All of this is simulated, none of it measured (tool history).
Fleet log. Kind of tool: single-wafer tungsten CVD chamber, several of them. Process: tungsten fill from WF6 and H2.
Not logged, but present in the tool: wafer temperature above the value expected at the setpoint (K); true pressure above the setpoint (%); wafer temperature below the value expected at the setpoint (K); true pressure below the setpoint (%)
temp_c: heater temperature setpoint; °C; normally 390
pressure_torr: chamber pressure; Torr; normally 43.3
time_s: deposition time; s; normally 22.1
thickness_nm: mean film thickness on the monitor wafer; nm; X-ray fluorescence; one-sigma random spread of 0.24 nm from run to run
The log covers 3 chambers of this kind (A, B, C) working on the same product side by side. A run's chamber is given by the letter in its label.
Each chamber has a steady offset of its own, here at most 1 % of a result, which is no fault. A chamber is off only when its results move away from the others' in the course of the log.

run     day  temp_c  pressure_torr  time_s  hours since the last thermocouple change  hours since the last manometer calibration  read-back reference wafer on the same gauge, thickness_nm  thickness_nm
 1B   0.317     390           43.3    22.1                                     828.4                                       998.8                                                     53.094        63.096
 2A   0.854     390           43.3    22.1                                     776.7                                      1113.6                                                     53.072        62.576
 3C   1.171     390           43.3    22.1                                    1266.1                                        91.8                                                     53.127        62.085
 4C   1.758     390           43.3    22.1                                    1280.2                                       105.9                                                     53.086        62.938
 5A   2.333     390           43.3    22.1                                     812.2                                      1149.1                                                     53.119        62.620
 6B   2.654     390           43.3    22.1                                     884.5                                      1054.9                                                     53.156        63.113
 7B   3.075     390           43.3    22.1                                     894.6                                      1065.0                                                     53.087        63.256
 8C   3.558     390           43.3    22.1                                    1323.4                                       149.1                                                     53.111        62.759
 9A   3.975     390           43.3    22.1                                     851.6                                      1188.5                                                     53.077        62.690
10B   4.479     390           43.3    22.1                                     928.3                                      1098.7                                                     53.114        62.920
      4.779  -- chamber B: capacitance manometer re-zeroed and calibrated
11C   4.950     390           43.3    22.1                                    1356.8                                       182.5                                                     53.106        61.965
12A   5.471     390           43.3    22.1                                     887.5                                      1224.4                                                     53.066        62.786
13B   5.817     390           43.3    25.6                                     960.4                                        25.0                                                     53.081        73.077
14A   6.325     390           43.3    25.6                                     908.0                                      1244.9                                                     53.041        72.666
15C   6.738     390           43.3    25.6                                    1399.7                                       225.4                                                     53.070        72.089
16B   7.250     385           43.3    22.1                                     994.8                                        59.4                                                     53.138        57.361
17C   7.642     385           43.3    22.1                                    1421.4                                       247.1                                                     53.129        55.970
18A   8.025     385           43.3    22.1                                     948.8                                      1285.7                                                     53.094        56.987
19C   8.429     380           43.3    22.1                                    1440.3                                       266.0                                                     53.081        50.738
20A   8.925     380           43.3    22.1                                     970.4                                      1307.3                                                     53.113        51.548
21B   9.221     380           43.3    22.1                                    1042.1                                       106.7                                                     53.119        52.021
22C   9.796     390           43.3    22.1                                    1473.1                                       298.8                                                     53.074        61.907
23A  10.317     390           43.3    22.1                                    1003.8                                      1340.7                                                     53.084        62.372
24B  10.771     396           33.2    22.1                                    1079.3                                       143.9                                                     53.075        62.740
25A  11.196     396           33.2    22.1                                    1024.9                                      1361.8                                                     53.168        61.937
26B  11.642     396           33.2    22.1                                    1100.2                                       164.8                                                     53.067        62.073
27C  12.117     390           43.3    22.1                                    1528.8                                       354.5                                                     53.114        61.171
28A  12.475     390           43.3    22.1                                    1055.6                                      1392.5                                                     53.125        62.876

All chambers now run identical settings, listed one chamber a line with results as question marks. What results will each chamber show?
29A  12.925     390           43.3    22.1                                                                                                                                                              ?
29B  12.925     390           43.3    22.1                                                                                                                                                              ?
29C  12.925     390           43.3    22.1                                                                                                                                                              ?

run  thickness_nm
29A        62.829
29B        63.090
29C        61.291

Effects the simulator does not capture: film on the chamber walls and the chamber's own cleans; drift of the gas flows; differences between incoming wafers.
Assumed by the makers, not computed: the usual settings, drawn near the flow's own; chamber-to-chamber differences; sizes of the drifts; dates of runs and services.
